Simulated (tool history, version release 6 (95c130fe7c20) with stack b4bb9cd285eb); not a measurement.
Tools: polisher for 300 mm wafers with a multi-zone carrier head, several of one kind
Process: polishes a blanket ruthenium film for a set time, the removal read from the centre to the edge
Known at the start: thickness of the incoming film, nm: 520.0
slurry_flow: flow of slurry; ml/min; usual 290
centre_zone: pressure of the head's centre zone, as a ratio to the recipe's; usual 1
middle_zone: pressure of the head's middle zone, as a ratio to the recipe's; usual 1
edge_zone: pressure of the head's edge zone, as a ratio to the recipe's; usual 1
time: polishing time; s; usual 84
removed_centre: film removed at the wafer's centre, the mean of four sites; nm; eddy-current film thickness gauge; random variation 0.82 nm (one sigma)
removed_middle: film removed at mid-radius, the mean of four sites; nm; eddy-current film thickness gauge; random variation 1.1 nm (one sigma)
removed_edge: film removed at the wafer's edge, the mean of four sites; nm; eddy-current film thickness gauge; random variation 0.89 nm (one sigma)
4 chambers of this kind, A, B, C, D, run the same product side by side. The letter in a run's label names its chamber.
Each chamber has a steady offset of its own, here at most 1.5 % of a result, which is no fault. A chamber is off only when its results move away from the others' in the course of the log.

run   hour  slurry_flow  centre_zone  middle_zone  edge_zone  time  removed_centre  removed_middle  removed_edge
 1D    5.3          290            1            1          1    84          107.41           108.5        109.05
       8.9  -- chamber D: centre zone pressure recalibrated
 2B      9          290            1            1          1    84          108.53          110.73         110.7
 3C   12.6          290            1            1          1    84          108.49          109.15        107.69
 4A     20          290            1            1          1    84          108.84           108.7        108.51
        23  -- chamber B: worn pad replaced by a new one
 5B   26.9          290            1            1          1    84          108.74          108.97        110.29
      32.6  -- chamber A: worn pad replaced by a new one
 6A   34.6          290            1            1          1    84           109.5          108.99        109.26
 7C   39.2          290            1            1          1    84          108.16          110.23        109.06
 8D   44.2          290            1            1          1    84          106.46          108.14        109.56
 9C   48.1          290            1            1          1    84          109.12          111.05        107.94
10D   54.6          290            1            1          1    84          110.21          106.35        107.42
11B   61.3          290            1            1          1    84          109.92          108.89        108.44
12A   66.7          355            1            1          1   107          141.47          142.34        139.54
13C   73.7          355            1            1          1   107          142.19          142.83        136.75
14A   78.5          355            1            1          1   107          140.38          142.51        142.64
15B   86.7          355            1            1          1   107          142.71           138.9        141.72
16D   92.4          290            1            1       0.93    84          109.05          108.35         103.4
17B   97.1          290            1            1       0.93    84          109.47           110.1         104.9
18C  104.6          290            1            1       0.93    84          107.92          108.88        102.82
19A  111.8          290            1            1       0.93    84          108.57          108.34        105.83
20D  117.4          290         0.94            1          1    84          100.76          106.62         107.8
21D  123.3          290         0.94            1          1    84           100.7          106.76        108.74
22B  129.2          290         0.94            1          1    84          102.92          110.63        107.52
     134.5  -- chamber A: worn pad replaced by a new one
23C  137.4          290         0.94            1          1    84          99.163           107.5        105.46
24A  143.6          290            1            1          1    84          108.84          109.43        108.66
25A  149.8          290            1            1          1    84           108.7          107.99        107.68
     152.9  -- chamber C: edge zone pressure recalibrated
26C  156.6          290            1            1          1    84           103.3           105.1        102.07
27D    164          290            1          0.9          1    84          109.14          97.358        107.99
28B  168.6          290            1          0.9          1    84          110.86          99.249        110.23
29B  174.5          290            1          0.9          1    84          109.58          98.639         107.4
30D  181.8          290            1          0.9          1    84          108.22          97.563         108.4
       182  -- chamber C: slurry nozzle cleaned
     185.4  -- chamber D: worn pad replaced by a new one
31A  188.6          290            1            1          1    84          107.96           109.2        109.18
32C  195.3          290            1            1          1    84          102.07          102.68        101.53
33A    203          290            1            1          1    84          109.37          108.95        109.16
34D  208.1          290            1            1          1    84           107.8          105.12        108.08
35C    214          290            1            1       1.07    60          71.667          71.894        74.506
36B  222.2          290            1            1       1.07    60           78.99          76.706         81.85
37C  226.8          290            1            1       1.07    60           70.75          72.788        72.976
     229.9  -- chamber A: worn pad replaced by a new one
38A  230.4          290            1            1       1.07    60          77.755          77.878        81.207
39B  237.7          290            1            1          1    84          110.74          107.98        110.43
40D  243.7          290            1            1          1    84          107.94          107.15        110.23
41A  248.9          290            1            1          1    84           110.1          109.75        110.32
42C  253.5          290            1            1          1    84           98.63          97.747        96.842

What goes on in this fleet: one chamber off, a drifting gauge, or nothing beyond the chambers' own small offsets? Name the chamber and the cause, if any.

Chamber C drifts away from the others.
Cause: removal rate lost through wear of the pad, % = 10.3.

Here are 4 candidates for chamber C's next run, each the usual settings with a change, their results left as question marks. Which one brings its results back in line with what the others give on the usual settings?
In line means no further than this from the other chambers' mean on the usual settings: removed_centre 2.9 nm; removed_middle 3.7 nm; removed_edge 3.1 nm
43C-1  259.4          290            1         1.01       0.99    80               ?               ?             ?
43C-2  259.4          290            1         0.98       1.02    93               ?               ?             ?
43C-3  259.4          290            1         1.02       0.98    75               ?               ?             ?
43C-4  259.4          290            1         0.99       1.01    88               ?               ?             ?

The other chambers' mean on the usual settings: removed_centre 108.73 nm; removed_middle 108.2 nm; removed_edge 108.79 nm
  run  removed_centre  removed_middle  removed_edge
43C-1           93.11          94.631        91.691
43C-2          108.22          107.02        108.31
43C-3          87.297          89.518        85.496
43C-4          102.41          102.21        101.95
43C-2 brings the chamber back in line.
